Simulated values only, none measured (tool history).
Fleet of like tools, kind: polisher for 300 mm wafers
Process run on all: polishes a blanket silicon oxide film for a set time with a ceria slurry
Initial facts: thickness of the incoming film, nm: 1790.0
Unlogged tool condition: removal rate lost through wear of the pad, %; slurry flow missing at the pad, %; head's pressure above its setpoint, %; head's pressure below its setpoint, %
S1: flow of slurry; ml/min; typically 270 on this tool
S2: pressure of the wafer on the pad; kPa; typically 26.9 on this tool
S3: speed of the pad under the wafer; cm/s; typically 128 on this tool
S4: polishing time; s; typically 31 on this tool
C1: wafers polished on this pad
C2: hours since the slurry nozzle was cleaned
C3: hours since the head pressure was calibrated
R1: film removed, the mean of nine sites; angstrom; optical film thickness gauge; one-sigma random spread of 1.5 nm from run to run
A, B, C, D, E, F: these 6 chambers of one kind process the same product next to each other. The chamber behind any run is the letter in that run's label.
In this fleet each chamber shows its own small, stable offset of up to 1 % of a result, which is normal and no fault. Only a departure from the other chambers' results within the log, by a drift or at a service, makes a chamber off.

run,hour,S1,S2,S3,S4,C1,C2,C3,R1
# hour 1.8: chamber B: slurry nozzle cleaned
1D,2.9,270,26.9,128,31,326,240.3,955.9,2012.7
2E,7.5,270,26.9,128,31,100,334.5,732.2,1977.7
# hour 10.8: chamber C: worn pad replaced by a new one
# hour 11.1: chamber F: worn pad replaced by a new one
3C,13.3,270,26.9,128,31,20,597.9,1303.8,1993.8
4A,18.4,270,26.9,128,31,308,103.3,1191.7,2015.7
5B,21.8,270,26.9,128,31,463,20.1,525.4,1971.1
6F,27.3,270,26.9,128,31,131,66.3,347.8,2022.9
# hour 31.2: chamber B: worn pad replaced by a new one
7C,32.3,270,26.9,128,31,174,616.9,1322.8,1975.7
8E,36.8,220,26.9,128,27,338,363.8,761.5,1684.9
9D,40.8,220,26.9,128,27,633,278.2,993.8,1698.1
10F,46.1,220,26.9,128,27,284,85.1,366.6,1714.3
11A,49.8,220,26.9,128,27,562,134.7,1223.1,1708.0
12B,56.5,220,26.9,128,27,205,54.8,560.1,1691.3
13F,62.4,220,26.9,128,27,416,101.4,382.9,1733.2
# hour 65.6: chamber A: worn pad replaced by a new one
14C,68.1,270,26.9,128,31,464,652.7,1358.6,1996.0
15E,71.7,270,26.9,128,31,620,398.7,796.4,2016.7
16B,75.1,185,26.9,128,41,356,73.4,578.7,2510.0
# hour 77.6: chamber C: head pressure recalibrated
# hour 77.8: chamber B: head pressure recalibrated
17A,81.1,185,26.9,128,41,126,166.0,1254.4,2503.8
# hour 81.5: chamber E: worn pad replaced by a new one
18D,86.3,185,26.9,128,41,1002,323.7,1039.3,2517.3
19B,90.4,185,26.9,128,41,480,88.7,12.7,2352.5
20C,93.8,185,26.9,128,41,672,678.4,16.3,2493.1
# hour 99.2: chamber B: worn pad replaced by a new one
21F,99.5,185,26.9,128,41,716,138.5,420.0,2551.7
22D,105.5,270,26.9,128,31,1157,342.9,1058.5,1996.0
# hour 109.7: chamber E: slurry nozzle cleaned
23A,109.8,270,26.9,128,31,358,194.7,1283.1,2003.0
24E,112.8,270,26.9,128,31,254,3.1,837.5,1998.4
25A,116.8,270,26.9,128,31,415,201.7,1290.1,1985.9
26E,123.5,270,26.9,128,31,340,13.8,848.2,1978.0
# hour 125.5: chamber F: worn pad replaced by a new one
# hour 127.7: chamber D: worn pad replaced by a new one
27B,129.9,270,26.9,128,31,249,128.2,52.2,1878.8
# hour 132.9: chamber A: head pressure recalibrated
28C,133.0,270,26.9,128,31,990,717.6,55.5,1996.3
29F,138.0,270,26.9,128,31,102,177.0,458.5,2018.6
30D,142.7,270,26.9,128,25,121,380.1,1095.7,1606.3
# hour 143.9: chamber D: head pressure recalibrated
# hour 146.0: chamber E: head pressure recalibrated
31C,149.4,270,26.9,128,25,1123,734.0,71.9,1593.4
# hour 149.8: chamber E: worn pad replaced by a new one
# hour 152.4: chamber F: head pressure recalibrated
32F,156.1,270,26.9,128,25,248,195.1,3.8,1617.8
# hour 157.0: chamber A: worn pad replaced by a new one
33D,162.3,270,26.9,128,25,280,399.7,18.4,1609.8
# hour 167.4: chamber B: worn pad replaced by a new one
34E,168.5,270,26.9,128,25,151,58.8,22.6,1604.3
35B,174.8,270,26.9,128,25,60,173.1,97.1,1503.8
36A,178.6,270,26.9,92,23,175,263.5,45.8,1085.9
37F,184.1,270,26.9,92,23,475,223.1,31.8,1065.3
38C,190.4,270,26.9,92,23,1455,775.0,112.9,1069.7
# hour 191.3: chamber D: slurry nozzle cleaned
39D,196.0,270,26.9,92,23,553,4.8,52.1,1065.8
40B,201.5,270,26.9,92,23,276,199.8,123.8,1009.8
41A,205.1,270,26.9,92,23,390,290.0,72.3,1067.0
42E,210.8,270,26.9,128,31,494,101.1,64.9,1989.6

Predict what each chamber gives when all 6 of them run the settings below next.
43A,215.6,270,26.9,128,31,,,,?
43B,215.6,270,26.9,128,31,,,,?
43C,215.6,270,26.9,128,31,,,,?
43D,215.6,270,26.9,128,31,,,,?
43E,215.6,270,26.9,128,31,,,,?
43F,215.6,270,26.9,128,31,,,,?

run,R1
43A,1965.0
43B,1867.8
43C,1976.5
43D,2005.7
43E,1985.3
43F,2022.1

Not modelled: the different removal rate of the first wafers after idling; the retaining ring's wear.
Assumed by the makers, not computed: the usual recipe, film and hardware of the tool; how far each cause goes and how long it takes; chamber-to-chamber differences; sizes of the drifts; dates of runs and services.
